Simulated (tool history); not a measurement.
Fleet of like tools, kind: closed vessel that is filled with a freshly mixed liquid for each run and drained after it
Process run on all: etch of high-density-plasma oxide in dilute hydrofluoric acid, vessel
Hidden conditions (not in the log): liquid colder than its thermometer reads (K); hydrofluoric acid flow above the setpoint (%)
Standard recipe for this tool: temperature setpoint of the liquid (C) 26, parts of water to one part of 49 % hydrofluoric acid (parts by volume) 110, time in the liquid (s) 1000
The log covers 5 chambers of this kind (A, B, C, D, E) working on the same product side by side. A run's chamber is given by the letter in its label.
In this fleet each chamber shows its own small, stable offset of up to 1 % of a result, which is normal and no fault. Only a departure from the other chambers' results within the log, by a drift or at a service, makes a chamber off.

run,hour,temperature setpoint of the liquid (C),parts of water to one part of 49 % hydrofluoric acid (parts by volume),time in the liquid (s),hours since the thermometer was replaced,hours since the hydrofluoric acid flow meter was replaced,"read-back film thickness of the high-density-plasma oxide reference wafer, read on the same gauge (nm)",thickness taken off the high-density-plasma oxide on a monitor wafer (Å)
1E,15.5,26,110,1000,833.1,594.3,50,498.46
2A,28.1,26,110,1000,904.1,432.1,49.998,489.97
3C,39.3,26,110,1000,465.1,280.8,49.981,508
# hour 47.4: chamber D: hydrofluoric acid flow meter replaced
# hour 48.4: chamber E: thermometer replaced
4B,48.4,26,110,1000,1192.4,2359.9,49.985,497.24
5D,62.1,26,110,1000,613.6,14.7,50.025,489.16
# hour 64.6: chamber A: thermometer replaced
6D,70.6,26,110,1000,622.1,23.2,50.028,492.47
7A,84.7,26,110,1000,20.1,488.7,49.969,514.85
8E,97.7,26,110,1000,49.4,676.5,50.008,500.68
9C,112.7,26,110,1000,538.5,354.2,49.989,493.87
10B,125.3,26,110,1000,1269.3,2436.8,49.991,498.19
11A,135,26,110,1000,70.4,539,49.972,518.98
12E,149.5,26,110,1000,101.2,728.3,50.006,499.48
13C,159.8,26,110,1000,585.6,401.3,49.959,497.22
14B,170.7,26,70,545,1314.7,2482.2,49.994,446.87
15D,177.8,26,70,545,729.3,130.4,49.987,439.78
16C,188.3,26,70,545,614.1,429.8,49.972,446.12
17D,204,26,70,545,755.5,156.6,50,441.92
18A,216.1,26,70,545,151.5,620.1,49.98,477.02
19E,225.8,29.5,110,780,177.5,804.6,49.99,443.67
20B,240.9,29.5,110,780,1384.9,2552.4,49.997,442.52
21E,249.6,29.5,110,780,201.3,828.4,50.034,437.61
# hour 251.3: chamber B: hydrofluoric acid flow meter replaced
22D,257.4,29.5,110,780,808.9,210,50.046,442.61
23A,272.3,29.5,110,780,207.7,676.3,50.007,470.64
24B,282.9,26,110,1000,1426.9,31.6,49.963,490.14
25C,294.5,26,110,1000,720.3,536,49.992,497.3
26D,302.7,26,110,1000,854.2,255.3,49.995,486.86
27C,309.7,26,110,1000,735.5,551.2,50.016,489.96
28A,318.2,26,110,1000,253.6,722.2,49.998,537.83
29E,326.9,26,110,1000,278.6,905.7,50.003,498.9
30B,341.3,26,110,1000,1485.3,90,49.972,486.89
31E,350,26,110,1000,301.7,928.8,49.992,495.49
32B,359.5,26,110,1000,1503.5,108.2,49.969,495.46
33A,366.6,26,110,1000,302,770.6,50.007,540.86
34C,373.8,26,110,1000,799.6,615.3,49.973,491.97
35D,387,26,110,1000,938.5,339.6,50,493.88
36D,395.7,26,110,1000,947.2,348.3,49.991,491.87
37A,405.1,26,110,1000,340.5,809.1,49.975,554.1
38E,414.5,26,110,1000,366.2,993.3,49.98,492.51
39C,424.1,26,110,1000,849.9,665.6,49.981,494.4
40B,436.1,26,110,1000,1580.1,184.8,49.972,496.35
41C,448.7,28,155,1000,874.5,690.2,50.009,354.98

Next, all 5 chambers run the settings below, one line each with question marks for the results. What does each chamber give?
42A,460.2,26,110,1000,,,,?
42B,460.2,26,110,1000,,,,?
42C,460.2,26,110,1000,,,,?
42D,460.2,26,110,1000,,,,?
42E,460.2,26,110,1000,,,,?

run,thickness taken off the high-density-plasma oxide on a monitor wafer (Å)
42A,565.53
42B,490.07
42C,502.94
42D,490.18
42E,498.69
